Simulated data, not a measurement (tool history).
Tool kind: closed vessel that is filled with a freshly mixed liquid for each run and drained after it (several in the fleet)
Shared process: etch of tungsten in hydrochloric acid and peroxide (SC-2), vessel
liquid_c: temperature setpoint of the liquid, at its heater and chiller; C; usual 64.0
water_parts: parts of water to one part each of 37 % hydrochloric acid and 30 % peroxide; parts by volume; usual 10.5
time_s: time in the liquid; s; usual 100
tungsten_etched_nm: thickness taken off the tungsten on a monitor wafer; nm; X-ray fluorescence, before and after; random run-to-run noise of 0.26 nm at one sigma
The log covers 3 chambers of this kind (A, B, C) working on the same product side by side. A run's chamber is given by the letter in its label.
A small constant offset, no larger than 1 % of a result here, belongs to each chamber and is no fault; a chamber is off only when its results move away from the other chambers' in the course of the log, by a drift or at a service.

run	hour	liquid_c	water_parts	time_s	hours since the thermometer was replaced	hours since the chemicals flow meter was replaced	hours since the drum of peroxide was connected	read-back film thickness of the tungsten reference wafer, read on the same gauge (nm)	tungsten_etched_nm
1A	3.4	64.0	10.5	100	595.4	872.2	467.5	140.04	30.290
2B	6.5	64.0	10.5	100	593.8	778.8	983.1	139.99	30.099
3C	12.0	64.0	10.5	100	1089.9	265.6	511.6	140.01	31.140
4B	16.2	64.0	10.5	100	603.5	788.5	992.8	139.98	30.857
5C	20.1	64.0	10.5	100	1098.0	273.7	519.7	140.01	30.579
6A	22.8	64.0	10.5	100	614.8	891.6	486.9	140.02	30.393
7A	25.8	64.0	10.5	100	617.8	894.6	489.9	139.99	30.480
8C	29.8	64.0	10.5	100	1107.7	283.4	529.4	140.02	30.770
9B	35.0	64.0	10.5	145	622.3	807.3	1011.6	139.96	44.282
10B	38.6	64.0	10.5	145	625.9	810.9	1015.2	139.97	44.517
11A	44.2	64.0	10.5	145	636.2	913.0	508.3	139.95	44.095
12C	50.0	64.0	10.5	100	1127.9	303.6	549.6	140.00	31.456
13C	55.7	64.0	10.5	100	1133.6	309.3	555.3	140.02	31.034
14B	61.4	64.0	10.5	100	648.7	833.7	1038.0	139.99	30.921
15A	64.4	64.0	10.5	100	656.4	933.2	528.5	139.98	30.091
16C	68.3	64.0	10.5	100	1146.2	321.9	567.9	139.97	31.661
17A	74.2	64.0	10.5	100	666.2	943.0	538.3	139.95	30.358
18B	78.3	64.0	10.5	100	665.6	850.6	1054.9	139.97	30.604
19A	83.0	64.0	10.5	100	675.0	951.8	547.1	140.02	30.506
20C	86.0	64.0	10.5	100	1163.9	339.6	585.6	140.00	32.411
21B	89.0	64.0	10.5	100	676.3	861.3	1065.6	139.99	30.340
22C	91.7	64.0	10.5	100	1169.6	345.3	591.3	139.96	32.409
23B	96.8	64.0	10.5	100	684.1	869.1	1073.4	139.95	30.662
24A	100.8	64.0	10.5	100	692.8	969.6	564.9	140.01	30.663
25B	106.5	64.0	10.5	100	693.8	878.8	1083.1	139.97	30.057

Predict what each chamber gives when all 3 of them run the settings below next.
26A	110.8	69.5	10.5	100					?
26B	110.8	69.5	10.5	100					?
26C	110.8	69.5	10.5	100					?

run	tungsten_etched_nm
26A	42.815
26B	42.823
26C	45.992
